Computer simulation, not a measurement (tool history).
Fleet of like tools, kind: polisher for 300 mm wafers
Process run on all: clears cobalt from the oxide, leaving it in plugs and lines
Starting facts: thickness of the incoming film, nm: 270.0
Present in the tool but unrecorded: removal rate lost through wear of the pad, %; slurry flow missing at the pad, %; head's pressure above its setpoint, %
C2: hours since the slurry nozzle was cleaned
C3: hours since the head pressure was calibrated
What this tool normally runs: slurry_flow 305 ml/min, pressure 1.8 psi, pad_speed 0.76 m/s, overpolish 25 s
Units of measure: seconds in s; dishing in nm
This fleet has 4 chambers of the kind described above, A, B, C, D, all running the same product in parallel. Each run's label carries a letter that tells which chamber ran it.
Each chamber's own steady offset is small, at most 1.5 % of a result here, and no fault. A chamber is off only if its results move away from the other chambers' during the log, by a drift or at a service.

Run 1D, day 0.400: usual settings; wafers polished on this pad 886; C2 708.6; C3 63.4. Result: seconds 91.648 s, dishing 45.766 nm.
At day 0.683: chamber B: worn pad replaced by a new one.
At day 0.817: chamber D: worn pad replaced by a new one.
Run 2C, day 0.942: usual settings; wafers polished on this pad 471; C2 293.9; C3 338.3. Result: seconds 89.920 s, dishing 44.468 nm.
Run 3A, day 1.267: usual settings; wafers polished on this pad 423; C2 118.1; C3 639.8. Result: seconds 89.140 s, dishing 46.588 nm.
At day 1.533: chamber B: slurry nozzle cleaned.
Run 4B, day 1.817: usual settings; wafers polished on this pad 214; C2 6.8; C3 635.3. Result: seconds 91.767 s, dishing 45.459 nm.
At day 1.892: chamber C: slurry nozzle cleaned.
Run 5B, day 2.083: usual settings; wafers polished on this pad 265; C2 13.2; C3 641.7. Result: seconds 88.351 s, dishing 44.605 nm.
Run 6C, day 2.458: usual settings; wafers polished on this pad 758; C2 13.6; C3 374.7. Result: seconds 89.656 s, dishing 46.783 nm.
Run 7D, day 2.758: usual settings; wafers polished on this pad 367; C2 765.2; C3 120.0. Result: seconds 90.647 s, dishing 45.544 nm.
At day 2.950: chamber A: worn pad replaced by a new one.
Run 8A, day 3.317: usual settings; wafers polished on this pad 69; C2 167.3; C3 689.0. Result: seconds 89.584 s, dishing 45.202 nm.
Run 9C, day 3.600: usual settings but pressure 1.3 psi; wafers polished on this pad 974; C2 41.0; C3 402.1. Result: seconds 124.370 s, dishing 37.995 nm.
Run 10D, day 4.100: usual settings but pressure 1.3 psi; wafers polished on this pad 621; C2 797.4; C3 152.2. Result: seconds 123.350 s, dishing 38.038 nm.
At day 4.329: chamber D: slurry nozzle cleaned.
Run 11A, day 4.479: usual settings but pressure 1.3 psi; wafers polished on this pad 289; C2 195.2; C3 716.9. Result: seconds 122.370 s, dishing 38.353 nm.
Run 12B, day 4.958: usual settings but pressure 1.3 psi; wafers polished on this pad 809; C2 82.2; C3 710.7. Result: seconds 120.990 s, dishing 38.025 nm.
At day 5.275: chamber A: head pressure recalibrated.
Run 13B, day 5.383: usual settings; wafers polished on this pad 889; C2 92.4; C3 720.9. Result: seconds 88.624 s, dishing 44.251 nm.
Run 14A, day 5.667: usual settings but slurry_flow 250 ml/min; wafers polished on this pad 514; C2 223.7; C3 9.4. Result: seconds 90.040 s, dishing 46.970 nm.
At day 5.779: chamber D: worn pad replaced by a new one.
Run 15C, day 6.042: usual settings but slurry_flow 250 ml/min; wafers polished on this pad 1436; C2 99.6; C3 460.7. Result: seconds 93.094 s, dishing 45.422 nm.
At day 6.058: chamber B: worn pad replaced by a new one.
Run 16D, day 6.417: usual settings but slurry_flow 250 ml/min; wafers polished on this pad 120; C2 50.1; C3 207.8. Result: seconds 90.030 s, dishing 46.645 nm.
At day 6.671: chamber A: worn pad replaced by a new one.
Run 17C, day 6.725: usual settings but slurry_flow 250 ml/min; wafers polished on this pad 1566; C2 116.0; C3 477.1. Result: seconds 95.963 s, dishing 43.397 nm.
Run 18B, day 7.304: usual settings but pressure 2.4 psi, overpolish 36 s; wafers polished on this pad 236; C2 138.5; C3 767.0. Result: seconds 64.459 s, dishing 62.761 nm.
Run 19D, day 7.792: usual settings but pressure 2.4 psi, overpolish 36 s; wafers polished on this pad 380; C2 83.1; C3 240.8. Result: seconds 67.299 s, dishing 59.907 nm.
Run 20A, day 8.288: usual settings but pressure 2.4 psi, overpolish 36 s; wafers polished on this pad 306; C2 286.6; C3 72.3. Result: seconds 67.225 s, dishing 60.203 nm.
Run 21A, day 8.829: usual settings but pressure 2.4 psi, overpolish 36 s; wafers polished on this pad 408; C2 299.6; C3 85.3. Result: seconds 69.424 s, dishing 60.453 nm.
Run 22D, day 9.167: usual settings; wafers polished on this pad 641; C2 116.1; C3 273.8. Result: seconds 91.225 s, dishing 47.291 nm.
Run 23C, day 9.662: usual settings; wafers polished on this pad 2121; C2 186.5; C3 547.6. Result: seconds 93.789 s, dishing 43.157 nm.
At day 10.021: chamber A: worn pad replaced by a new one.
Run 24B, day 10.054: usual settings; wafers polished on this pad 756; C2 204.5; C3 833.0. Result: seconds 90.581 s, dishing 45.193 nm.
At day 10.350: chamber D: worn pad replaced by a new one.
Run 25A, day 10.446: usual settings; wafers polished on this pad 80; C2 338.4; C3 124.1. Result: seconds 89.008 s, dishing 43.409 nm.
Run 26C, day 10.788: usual settings; wafers polished on this pad 2334; C2 213.5; C3 574.6. Result: seconds 93.349 s, dishing 42.943 nm.
Run 27D, day 11.254: usual settings but slurry_flow 235 ml/min, pressure 2.4 psi; wafers polished on this pad 171; C2 166.2; C3 323.9. Result: seconds 68.988 s, dishing 53.218 nm.
Run 28B, day 11.583: usual settings but slurry_flow 235 ml/min, pressure 2.4 psi; wafers polished on this pad 1045; C2 241.2; C3 869.7. Result: seconds 69.458 s, dishing 52.583 nm.
Run 29D, day 11.846: usual settings but slurry_flow 235 ml/min, pressure 2.4 psi; wafers polished on this pad 283; C2 180.4; C3 338.1. Result: seconds 68.150 s, dishing 52.998 nm.
At day 12.133: chamber B: worn pad replaced by a new one.
At day 12.146: chamber D: head pressure recalibrated.
Run 30C, day 12.167: usual settings but slurry_flow 235 ml/min, pressure 2.4 psi; wafers polished on this pad 2595; C2 246.6; C3 607.7. Result: seconds 75.005 s, dishing 47.959 nm.
At day 12.254: chamber A: slurry nozzle cleaned.
Run 31B, day 12.679: usual settings; wafers polished on this pad 104; C2 267.5; C3 896.0. Result: seconds 86.442 s, dishing 45.905 nm.
Run 32A, day 12.988: usual settings; wafers polished on this pad 561; C2 17.7; C3 185.1. Result: seconds 87.790 s, dishing 46.335 nm.
At day 13.158: chamber A: worn pad replaced by a new one.
Run 33D, day 13.396: usual settings; wafers polished on this pad 576; C2 217.6; C3 30.1. Result: seconds 87.525 s, dishing 43.978 nm.
Run 34A, day 13.846: usual settings; wafers polished on this pad 130; C2 38.3; C3 205.7. Result: seconds 89.101 s, dishing 45.911 nm.
Run 35B, day 14.388: usual settings; wafers polished on this pad 427; C2 308.5; C3 937.0. Result: seconds 88.229 s, dishing 43.660 nm.
At day 14.708: chamber C: head pressure recalibrated.
Run 36C, day 14.933: usual settings; wafers polished on this pad 3119; C2 313.0; C3 5.4. Result: seconds 100.130 s, dishing 41.168 nm.
Run 37A, day 15.438: usual settings; wafers polished on this pad 431; C2 76.5; C3 243.9. Result: seconds 90.244 s, dishing 45.020 nm.
Run 38B, day 15.854: usual settings; wafers polished on this pad 704; C2 343.7; C3 972.2. Result: seconds 86.502 s, dishing 46.297 nm.
Run 39C, day 16.150: usual settings; wafers polished on this pad 3349; C2 342.2; C3 34.6. Result: seconds 99.505 s, dishing 42.366 nm.

Which is it: a chamber that has drifted or been left off by a service, a gauge drift common to all chambers, or only each chamber's usual small offset? If a chamber is off, name it and its likeliest cause.

Chamber C drifts away from the others.
Cause: removal rate lost through wear of the pad, % = 11.8.

Below are 4 candidate recipes for chamber C's next run, each the usual settings with a change, their results shown as question marks. Which of them brings C's results back in line with what the other chambers give on the usual settings?
A result is in line if it is within this distance of the other chambers' mean on the usual settings: seconds 4.900 s; dishing 3.700 nm
Run 40C-1, day 16.571: usual settings but pad_speed 0.78 m/s. Result: seconds ?, dishing ?.
Run 40C-2, day 16.571: usual settings but pressure 1.7 psi, pad_speed 0.70 m/s. Result: seconds ?, dishing ?.
Run 40C-3, day 16.571: usual settings but pressure 1.9 psi, pad_speed 0.82 m/s. Result: seconds ?, dishing ?.
Run 40C-4, day 16.571: usual settings but pad_speed 0.74 m/s. Result: seconds ?, dishing ?.

The mean the other chambers reach with the usual settings: seconds 88.745 s; dishing 45.583 nm
  run  seconds  dishing
40C-1   98.235   41.954
40C-2  115.730   37.962
40C-3   88.573   44.483
40C-4  103.460   40.686
The answer is 40C-3, which returns the chamber to within the allowed miss of the others.

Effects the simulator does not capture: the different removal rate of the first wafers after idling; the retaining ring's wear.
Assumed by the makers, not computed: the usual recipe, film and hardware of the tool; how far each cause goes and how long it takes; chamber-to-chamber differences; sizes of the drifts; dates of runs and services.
